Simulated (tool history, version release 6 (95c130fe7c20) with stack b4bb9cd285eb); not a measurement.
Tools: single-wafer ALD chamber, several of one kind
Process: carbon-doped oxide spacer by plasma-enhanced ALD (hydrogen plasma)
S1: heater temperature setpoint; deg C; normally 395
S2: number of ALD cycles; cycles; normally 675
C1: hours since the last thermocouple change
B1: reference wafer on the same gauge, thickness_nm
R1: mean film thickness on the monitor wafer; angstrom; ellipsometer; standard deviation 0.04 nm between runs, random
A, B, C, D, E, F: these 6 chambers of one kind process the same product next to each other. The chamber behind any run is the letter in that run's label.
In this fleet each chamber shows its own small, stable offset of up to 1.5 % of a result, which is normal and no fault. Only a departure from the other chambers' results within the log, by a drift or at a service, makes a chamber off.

{"run": "1F", "hour": 7.2, "S1": 395, "S2": 675, "C1": 490.1, "B1": 27.711, "R1": 341.82}
{"run": "2B", "hour": 15.9, "S1": 395, "S2": 675, "C1": 2034.1, "B1": 27.713, "R1": 340.77}
{"run": "3E", "hour": 27.0, "S1": 395, "S2": 675, "C1": 1860.5, "B1": 27.703, "R1": 333.62}
{"run": "4D", "hour": 32.0, "S1": 395, "S2": 675, "C1": 669.4, "B1": 27.716, "R1": 333.62}
{"run": "5C", "hour": 40.0, "S1": 395, "S2": 675, "C1": 1226.1, "B1": 27.711, "R1": 340.21}
{"run": "6A", "hour": 47.5, "S1": 401, "S2": 550, "C1": 1213.0, "B1": 27.727, "R1": 272.9}
{"run": "7D", "hour": 58.5, "S1": 401, "S2": 550, "C1": 695.9, "B1": 27.723, "R1": 270.88}
{"run": "8F", "hour": 65.5, "S1": 401, "S2": 550, "C1": 548.4, "B1": 27.718, "R1": 275.42}
{"run": "9C", "hour": 76.5, "S1": 401, "S2": 550, "C1": 1262.6, "B1": 27.739, "R1": 272.42}
{"run": "10B", "hour": 86.8, "S1": 401, "S2": 550, "C1": 2105.0, "B1": 27.736, "R1": 274.23}
{"run": "11E", "hour": 93.5, "S1": 401, "S2": 550, "C1": 1927.0, "B1": 27.733, "R1": 272.08}
{"run": "12A", "hour": 102.2, "S1": 395, "S2": 675, "C1": 1267.7, "B1": 27.742, "R1": 337.71}
{"run": "13F", "hour": 109.3, "S1": 395, "S2": 675, "C1": 592.2, "B1": 27.748, "R1": 342.34}
{"run": "14A", "hour": 115.2, "S1": 395, "S2": 675, "C1": 1280.7, "B1": 27.753, "R1": 338.56}
{"run": "15C", "hour": 121.8, "S1": 395, "S2": 675, "C1": 1307.9, "B1": 27.752, "R1": 340.2}
{"run": "16D", "hour": 127.6, "S1": 395, "S2": 586, "C1": 765.0, "B1": 27.754, "R1": 290.32}
{"run": "17B", "hour": 134.8, "S1": 395, "S2": 586, "C1": 2153.0, "B1": 27.755, "R1": 297.14}
{"run": "18E", "hour": 142.0, "S1": 395, "S2": 586, "C1": 1975.5, "B1": 27.762, "R1": 290.79}
{"run": "19B", "hour": 151.8, "S1": 395, "S2": 586, "C1": 2170.0, "B1": 27.77, "R1": 297.04}
{"run": "20A", "hour": 162.2, "S1": 395, "S2": 586, "C1": 1327.7, "B1": 27.775, "R1": 293.74}
{"run": "21C", "hour": 171.3, "S1": 395, "S2": 586, "C1": 1357.4, "B1": 27.772, "R1": 295.08}
{"run": "22E", "hour": 177.3, "S1": 395, "S2": 675, "C1": 2010.8, "B1": 27.775, "R1": 335.15}
{"run": "23D", "hour": 185.6, "S1": 395, "S2": 675, "C1": 823.0, "B1": 27.78, "R1": 335.14}
{"run": "24F", "hour": 192.4, "S1": 395, "S2": 675, "C1": 675.3, "B1": 27.791, "R1": 342.93}
{"run": "25E", "hour": 198.0, "S1": 395, "S2": 675, "C1": 2031.5, "B1": 27.781, "R1": 334.06}
{"run": "26D", "hour": 204.8, "S1": 385, "S2": 772, "C1": 842.2, "B1": 27.786, "R1": 382.18}
{"run": "27A", "hour": 211.8, "S1": 385, "S2": 772, "C1": 1377.3, "B1": 27.798, "R1": 387.43}
{"run": "28C", "hour": 219.4, "S1": 385, "S2": 772, "C1": 1405.5, "B1": 27.793, "R1": 390.03}
{"run": "29B", "hour": 228.1, "S1": 385, "S2": 772, "C1": 2246.3, "B1": 27.804, "R1": 392.46}
{"hour": 234.5, "done": "chamber C: thermocouple changed; heater temperature recalibrated"}
{"run": "30F", "hour": 238.3, "S1": 385, "S2": 772, "C1": 721.2, "B1": 27.814, "R1": 391.64}
{"run": "31C", "hour": 244.0, "S1": 385, "S2": 772, "C1": 9.6, "B1": 27.808, "R1": 389.46}
{"run": "32E", "hour": 255.2, "S1": 395, "S2": 581, "C1": 2088.7, "B1": 27.807, "R1": 288.49}
{"run": "33D", "hour": 261.9, "S1": 395, "S2": 581, "C1": 899.3, "B1": 27.819, "R1": 288.01}
{"run": "34B", "hour": 271.4, "S1": 395, "S2": 581, "C1": 2289.6, "B1": 27.818, "R1": 294.75}
{"run": "35F", "hour": 277.9, "S1": 395, "S2": 581, "C1": 760.8, "B1": 27.828, "R1": 295.78}
{"run": "36A", "hour": 284.1, "S1": 395, "S2": 581, "C1": 1449.6, "B1": 27.832, "R1": 292.12}
{"run": "37F", "hour": 291.7, "S1": 395, "S2": 581, "C1": 774.6, "B1": 27.826, "R1": 296.26}
{"run": "38B", "hour": 301.1, "S1": 395, "S2": 675, "C1": 2319.3, "B1": 27.825, "R1": 342.57}

Predict what each chamber gives when all 6 of them run the settings below next.
{"run": "39A", "hour": 309.2, "S1": 395, "S2": 801, "R1": "?"}
{"run": "39B", "hour": 309.2, "S1": 395, "S2": 801, "R1": "?"}
{"run": "39C", "hour": 309.2, "S1": 395, "S2": 801, "R1": "?"}
{"run": "39D", "hour": 309.2, "S1": 395, "S2": 801, "R1": "?"}
{"run": "39E", "hour": 309.2, "S1": 395, "S2": 801, "R1": "?"}
{"run": "39F", "hour": 309.2, "S1": 395, "S2": 801, "R1": "?"}

run=39A R1=403.12
run=39B R1=405.83
run=39C R1=404.97
run=39D R1=398.07
run=39E R1=397.98
run=39F R1=407.74
